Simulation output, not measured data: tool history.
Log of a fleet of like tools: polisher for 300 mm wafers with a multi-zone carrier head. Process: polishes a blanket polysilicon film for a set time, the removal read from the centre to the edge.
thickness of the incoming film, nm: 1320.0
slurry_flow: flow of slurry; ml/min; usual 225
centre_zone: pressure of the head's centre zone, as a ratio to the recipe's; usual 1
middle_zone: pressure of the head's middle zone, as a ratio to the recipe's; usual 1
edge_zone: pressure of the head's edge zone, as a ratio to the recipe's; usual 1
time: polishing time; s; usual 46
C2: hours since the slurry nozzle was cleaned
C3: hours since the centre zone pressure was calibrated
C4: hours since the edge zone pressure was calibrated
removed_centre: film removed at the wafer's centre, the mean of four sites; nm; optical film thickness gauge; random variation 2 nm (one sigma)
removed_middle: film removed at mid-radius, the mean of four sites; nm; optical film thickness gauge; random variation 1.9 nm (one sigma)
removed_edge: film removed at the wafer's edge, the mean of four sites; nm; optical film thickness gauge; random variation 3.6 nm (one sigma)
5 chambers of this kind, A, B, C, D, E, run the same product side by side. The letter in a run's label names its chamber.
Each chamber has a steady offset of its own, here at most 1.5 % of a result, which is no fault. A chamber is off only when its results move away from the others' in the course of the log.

At hour 1.2: chamber E: worn pad replaced by a new one.
Run 1B, hour 4.8: usual settings; wafers polished on this pad 1060; C2 165.6; C3 80.2; C4 69.5. Result: removed_centre 241.76 nm, removed_middle 233.74 nm, removed_edge 239.55 nm.
Run 2D, hour 9.7: usual settings; wafers polished on this pad 415; C2 129; C3 869.1; C4 431.2. Result: removed_centre 234 nm, removed_middle 242.08 nm, removed_edge 232.65 nm.
Run 3C, hour 18: usual settings; wafers polished on this pad 463; C2 457.4; C3 110.4; C4 451.5. Result: removed_centre 235.64 nm, removed_middle 236.89 nm, removed_edge 235.95 nm.
Run 4A, hour 26.4: usual settings; wafers polished on this pad 784; C2 136.3; C3 283.3; C4 501.8. Result: removed_centre 242.49 nm, removed_middle 241.33 nm, removed_edge 240.51 nm.
At hour 30.9: chamber B: worn pad replaced by a new one.
Run 5E, hour 32.7: usual settings but time 58 s; wafers polished on this pad 294; C2 87.9; C3 257.9; C4 295.9. Result: removed_centre 295.71 nm, removed_middle 297.3 nm, removed_edge 300.72 nm.
At hour 38.6: chamber A: worn pad replaced by a new one.
Run 6D, hour 40.1: usual settings but time 58 s; wafers polished on this pad 698; C2 159.4; C3 899.5; C4 461.6. Result: removed_centre 295.66 nm, removed_middle 301.8 nm, removed_edge 306.61 nm.
Run 7A, hour 45.6: usual settings but time 58 s; wafers polished on this pad 65; C2 155.5; C3 302.5; C4 521. Result: removed_centre 300.59 nm, removed_middle 304.08 nm, removed_edge 295.5 nm.
At hour 53.7: chamber C: worn pad replaced by a new one.
Run 8B, hour 54: usual settings but time 58 s; wafers polished on this pad 215; C2 214.8; C3 129.4; C4 118.7. Result: removed_centre 296.22 nm, removed_middle 290.57 nm, removed_edge 302.95 nm.
Run 9C, hour 61.3: usual settings but time 58 s; wafers polished on this pad 71; C2 500.7; C3 153.7; C4 494.8. Result: removed_centre 291.47 nm, removed_middle 291.21 nm, removed_edge 298.64 nm.
Run 10E, hour 69.6: usual settings; wafers polished on this pad 638; C2 124.8; C3 294.8; C4 332.8. Result: removed_centre 232.14 nm, removed_middle 237.54 nm, removed_edge 243.4 nm.
At hour 71.2: chamber D: worn pad replaced by a new one.
At hour 73: chamber E: worn pad replaced by a new one.
Run 11C, hour 76.5: usual settings; wafers polished on this pad 213; C2 515.9; C3 168.9; C4 510. Result: removed_centre 234.82 nm, removed_middle 234.45 nm, removed_edge 234.53 nm.
Run 12E, hour 83.5: usual settings; wafers polished on this pad 98; C2 138.7; C3 308.7; C4 346.7. Result: removed_centre 235.18 nm, removed_middle 237.67 nm, removed_edge 238.52 nm.
Run 13A, hour 93.1: usual settings; wafers polished on this pad 508; C2 203; C3 350; C4 568.5. Result: removed_centre 239.76 nm, removed_middle 241.75 nm, removed_edge 232.16 nm.
Run 14D, hour 99.2: usual settings; wafers polished on this pad 261; C2 218.5; C3 958.6; C4 520.7. Result: removed_centre 234.55 nm, removed_middle 236.87 nm, removed_edge 241.03 nm.
Run 15B, hour 105.4: usual settings; wafers polished on this pad 694; C2 266.2; C3 180.8; C4 170.1. Result: removed_centre 238.45 nm, removed_middle 234.85 nm, removed_edge 232.49 nm.
Run 16B, hour 110.9: usual settings but edge_zone 0.89, time 38 s; wafers polished on this pad 745; C2 271.7; C3 186.3; C4 175.6. Result: removed_centre 197.81 nm, removed_middle 192.49 nm, removed_edge 185.42 nm.
Run 17D, hour 116.3: usual settings but edge_zone 0.89, time 38 s; wafers polished on this pad 420; C2 235.6; C3 975.7; C4 537.8. Result: removed_centre 196.26 nm, removed_middle 198.95 nm, removed_edge 185.29 nm.
Run 18A, hour 123: usual settings but edge_zone 0.89, time 38 s; wafers polished on this pad 786; C2 232.9; C3 379.9; C4 598.4. Result: removed_centre 197.04 nm, removed_middle 195.62 nm, removed_edge 185.96 nm.
At hour 124.4: chamber B: slurry nozzle cleaned.
Run 19C, hour 128.2: usual settings but edge_zone 0.89, time 38 s; wafers polished on this pad 694; C2 567.6; C3 220.6; C4 561.7. Result: removed_centre 191.11 nm, removed_middle 193.5 nm, removed_edge 185.27 nm.
At hour 129: chamber D: slurry nozzle cleaned.
At hour 131.7: chamber A: worn pad replaced by a new one.
Run 20E, hour 133.8: usual settings but edge_zone 0.89, time 38 s; wafers polished on this pad 567; C2 189; C3 359; C4 397. Result: removed_centre 194.06 nm, removed_middle 194.51 nm, removed_edge 182.72 nm.
Run 21C, hour 139.1: usual settings; wafers polished on this pad 796; C2 578.5; C3 231.5; C4 572.6. Result: removed_centre 235.08 nm, removed_middle 238.31 nm, removed_edge 239.51 nm.
At hour 139.3: chamber C: worn pad replaced by a new one.
At hour 145.3: chamber D: centre zone pressure recalibrated.
Run 22B, hour 145.6: usual settings; wafers polished on this pad 1068; C2 21.3; C3 221; C4 210.3. Result: removed_centre 238.21 nm, removed_middle 235.59 nm, removed_edge 239.05 nm.
Run 23A, hour 155: usual settings; wafers polished on this pad 217; C2 264.9; C3 411.9; C4 630.4. Result: removed_centre 231.41 nm, removed_middle 239.54 nm, removed_edge 244.55 nm.
At hour 155.9: chamber E: worn pad replaced by a new one.
Run 24D, hour 161.3: usual settings; wafers polished on this pad 839; C2 32.4; C3 16.1; C4 582.8. Result: removed_centre 236.82 nm, removed_middle 241.41 nm, removed_edge 235.56 nm.
Run 25E, hour 166.2: usual settings; wafers polished on this pad 96; C2 221.4; C3 391.4; C4 429.4. Result: removed_centre 236.11 nm, removed_middle 239.22 nm, removed_edge 244.08 nm.
At hour 168.9: chamber A: centre zone pressure recalibrated.
At hour 171.2: chamber D: worn pad replaced by a new one.
Run 26E, hour 174.8: usual settings; wafers polished on this pad 176; C2 230; C3 400; C4 438. Result: removed_centre 233.86 nm, removed_middle 238.11 nm, removed_edge 239.64 nm.
Run 27D, hour 180: usual settings; wafers polished on this pad 82; C2 51.1; C3 34.8; C4 601.5. Result: removed_centre 234.77 nm, removed_middle 237.39 nm, removed_edge 238.28 nm.
At hour 187.1: chamber B: worn pad replaced by a new one.
Run 28C, hour 190.3: usual settings; wafers polished on this pad 475; C2 629.7; C3 282.7; C4 623.8. Result: removed_centre 234.78 nm, removed_middle 232.73 nm, removed_edge 233.89 nm.
Run 29A, hour 195.2: usual settings; wafers polished on this pad 591; C2 305.1; C3 26.3; C4 670.6. Result: removed_centre 232.79 nm, removed_middle 232.12 nm, removed_edge 222.78 nm.
Run 30B, hour 204.5: usual settings; wafers polished on this pad 162; C2 80.2; C3 279.9; C4 269.2. Result: removed_centre 237.25 nm, removed_middle 236.18 nm, removed_edge 236.09 nm.
Run 31D, hour 214.2: usual settings; wafers polished on this pad 400; C2 85.3; C3 69; C4 635.7. Result: removed_centre 240.72 nm, removed_middle 239.35 nm, removed_edge 241.86 nm.
At hour 224.2: chamber C: worn pad replaced by a new one.
Run 32C, hour 224.5: usual settings; wafers polished on this pad 3; C2 663.9; C3 316.9; C4 658. Result: removed_centre 235.52 nm, removed_middle 227.61 nm, removed_edge 238.5 nm.
At hour 229.5: chamber A: worn pad replaced by a new one.
Run 33A, hour 229.6: usual settings; wafers polished on this pad 1; C2 339.5; C3 60.7; C4 705. Result: removed_centre 230.08 nm, removed_middle 226.9 nm, removed_edge 231.83 nm.
At hour 233.3: chamber E: worn pad replaced by a new one.
Run 34B, hour 234.3: usual settings; wafers polished on this pad 440; C2 110; C3 309.7; C4 299. Result: removed_centre 236.4 nm, removed_middle 233.97 nm, removed_edge 237.73 nm.
Run 35E, hour 239: usual settings but slurry_flow 285 ml/min, edge_zone 1.06; wafers polished on this pad 54; C2 294.2; C3 464.2; C4 502.2. Result: removed_centre 243.28 nm, removed_middle 244.67 nm, removed_edge 250.82 nm.
Run 36A, hour 244.1: usual settings but slurry_flow 285 ml/min, edge_zone 1.06; wafers polished on this pad 136; C2 354; C3 75.2; C4 719.5. Result: removed_centre 234.6 nm, removed_middle 238.27 nm, removed_edge 242.84 nm.
Run 37C, hour 254.3: usual settings but slurry_flow 285 ml/min, edge_zone 1.06; wafers polished on this pad 281; C2 693.7; C3 346.7; C4 687.8. Result: removed_centre 242.56 nm, removed_middle 240.14 nm, removed_edge 252.52 nm.
Run 38D, hour 259.6: usual settings but slurry_flow 285 ml/min, edge_zone 1.06; wafers polished on this pad 823; C2 130.7; C3 114.4; C4 681.1. Result: removed_centre 243.22 nm, removed_middle 242.08 nm, removed_edge 248.12 nm.
Run 39E, hour 264.7: usual settings but slurry_flow 285 ml/min, edge_zone 1.06; wafers polished on this pad 293; C2 319.9; C3 489.9; C4 527.9. Result: removed_centre 240.18 nm, removed_middle 244.37 nm, removed_edge 255.02 nm.
Run 40B, hour 274: usual settings but centre_zone 0.92; wafers polished on this pad 810; C2 149.7; C3 349.4; C4 338.7. Result: removed_centre 216.08 nm, removed_middle 236.68 nm, removed_edge 242.01 nm.
At hour 276: chamber C: slurry nozzle cleaned.
Run 41E, hour 283.8: usual settings but centre_zone 0.92; wafers polished on this pad 471; C2 339; C3 509; C4 547. Result: removed_centre 212.34 nm, removed_middle 236.98 nm, removed_edge 234.21 nm.
Run 42A, hour 289: usual settings but centre_zone 0.92; wafers polished on this pad 554; C2 398.9; C3 120.1; C4 764.4. Result: removed_centre 201.86 nm, removed_middle 225.37 nm, removed_edge 233.57 nm.
At hour 296.9: chamber C: worn pad replaced by a new one.
Run 43C, hour 298.8: usual settings but centre_zone 0.92; wafers polished on this pad 18; C2 22.8; C3 391.2; C4 732.3. Result: removed_centre 212.7 nm, removed_middle 233.95 nm, removed_edge 232.38 nm.

Next, every chamber runs the same settings. What will each give?
Run 44A, hour 306.3: usual settings but centre_zone 1.08. Result: removed_centre ?, removed_middle ?, removed_edge ?.
Run 44B, hour 306.3: usual settings but centre_zone 1.08. Result: removed_centre ?, removed_middle ?, removed_edge ?.
Run 44C, hour 306.3: usual settings but centre_zone 1.08. Result: removed_centre ?, removed_middle ?, removed_edge ?.
Run 44D, hour 306.3: usual settings but centre_zone 1.08. Result: removed_centre ?, removed_middle ?, removed_edge ?.
Run 44E, hour 306.3: usual settings but centre_zone 1.08. Result: removed_centre ?, removed_middle ?, removed_edge ?.

run  removed_centre  removed_middle  removed_edge
44A          239.91          224.88        223.14
44B          259.31          237.82         238.4
44C          253.76          235.62        231.05
44D          256.55           242.6        234.62
44E          255.61          239.15        242.76
